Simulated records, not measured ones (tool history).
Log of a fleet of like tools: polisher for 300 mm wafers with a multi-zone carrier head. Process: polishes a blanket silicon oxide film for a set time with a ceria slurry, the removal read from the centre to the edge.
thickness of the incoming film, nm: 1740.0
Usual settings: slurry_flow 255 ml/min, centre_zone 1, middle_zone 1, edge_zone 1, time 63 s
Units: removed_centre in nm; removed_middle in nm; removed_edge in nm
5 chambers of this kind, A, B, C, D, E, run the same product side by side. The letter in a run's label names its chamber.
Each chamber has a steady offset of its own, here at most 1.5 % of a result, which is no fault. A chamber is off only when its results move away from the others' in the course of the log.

run   hour  slurry_flow  centre_zone  middle_zone  edge_zone  time  removed_centre  removed_middle  removed_edge
       5.4  -- chamber C: worn pad replaced by a new one
       7.1  -- chamber E: worn pad replaced by a new one
 1D    9.6          255            1            1          1    63          430.85          435.37        436.09
      13.7  -- chamber D: worn pad replaced by a new one
 2A   16.4          255            1            1          1    63          427.97          416.45        424.34
      21.3  -- chamber A: worn pad replaced by a new one
 3C   24.9          255            1            1          1    63          430.31          417.82        442.18
 4E   35.7          255            1            1          1    63          436.17          431.61        417.28
 5B   42.9          255            1            1          1    63           427.4          434.59        420.38
 6E   48.2          315            1            1        0.9    63          437.46          450.26        402.02
      49.7  -- chamber C: slurry nozzle cleaned
      49.7  -- chamber E: centre zone pressure recalibrated
 7C   55.8          315            1            1        0.9    63          442.92          443.71         421.6
 8B   61.6          315            1            1        0.9    63          439.72          440.43         411.7
      64.9  -- chamber E: worn pad replaced by a new one
 9A   67.7          315            1            1        0.9    63          440.41          438.63        413.78
      68.7  -- chamber B: worn pad replaced by a new one
      72.8  -- chamber C: worn pad replaced by a new one
10D     74          315            1            1        0.9    63          441.89          448.36        403.26
11C   79.9          255         1.08            1          1    63          469.52          436.67         433.2
12A   88.4          255         1.08            1          1    63          466.93          428.16         424.2
      89.9  -- chamber A: worn pad replaced by a new one
13B     94          255         1.08            1          1    63          468.75          433.81        416.91
      99.9  -- chamber D: worn pad replaced by a new one
14E  102.5          255         1.08            1          1    63          469.44          428.18        419.89
15D  113.1          255         1.08            1          1    63          470.89          429.29        433.68
16B  119.1          255            1            1          1    63          428.94          430.55        426.43
     123.1  -- chamber E: worn pad replaced by a new one
17D  129.2          255            1            1          1    63          436.13          430.87         421.2
     130.9  -- chamber C: worn pad replaced by a new one
18A  140.3          255            1            1          1    63          427.12          430.02         435.9
19C  147.7          255            1            1          1    63          437.93          422.53        445.64
     151.8  -- chamber D: slurry nozzle cleaned
     155.9  -- chamber B: worn pad replaced by a new one
20E  156.2          255            1            1          1    63          431.73          429.75        424.81
     159.4  -- chamber A: worn pad replaced by a new one
21B  165.5          255            1            1          1    63          429.49          427.32        426.48
     172.1  -- chamber C: centre zone pressure recalibrated
22D  174.2          255            1            1          1    63          433.76          434.06        436.09
     176.4  -- chamber E: worn pad replaced by a new one
23E  181.9          190            1            1          1    63          412.86          412.89        418.41
     191.5  -- chamber C: worn pad replaced by a new one
24A  192.4          190            1            1          1    63          408.51          415.13        420.48
     192.5  -- chamber D: worn pad replaced by a new one
25C  203.3          190            1            1          1    63          410.28          405.45        421.07
26B  213.4          190            1            1          1    63          411.98          412.09        412.47
       220  -- chamber A: worn pad replaced by a new one
27C  222.6          190            1            1          1    63          412.25          408.61        417.07
     226.8  -- chamber D: centre zone pressure recalibrated
       228  -- chamber A: slurry nozzle cleaned
28E    233          255            1            1          1    63          430.13          430.35        427.37
29D  239.5          255            1            1          1    63          431.17          423.75        419.23
     245.5  -- chamber E: worn pad replaced by a new one
30A  246.3          255            1            1          1    63           431.9             434        419.05
     248.7  -- chamber B: worn pad replaced by a new one
31E  255.2          255            1            1          1    63          427.62          433.39        424.79
32A  262.7          255            1            1          1    63          430.47          431.03        435.95
     266.5  -- chamber C: worn pad replaced by a new one
33C  270.2          255            1            1          1    63          434.65          436.15        438.43
     273.3  -- chamber A: worn pad replaced by a new one
34D  275.3          255            1            1          1    63          434.16          424.98        439.85
35B  281.7          255            1            1          1    63           430.8          423.66        424.61
36E  290.9          255            1            1          1    63          431.64          430.09        427.78
37B  299.4          255            1            1          1    63          431.36          425.86        423.73
38A    305          255            1            1          1    63          434.99          417.85        427.14

What goes on in this fleet: one chamber off, a drifting gauge, or nothing beyond the chambers' own small offsets? Name the chamber and the cause, if any.

No chamber stands off beyond its own small offset, and the gauge holds steady.

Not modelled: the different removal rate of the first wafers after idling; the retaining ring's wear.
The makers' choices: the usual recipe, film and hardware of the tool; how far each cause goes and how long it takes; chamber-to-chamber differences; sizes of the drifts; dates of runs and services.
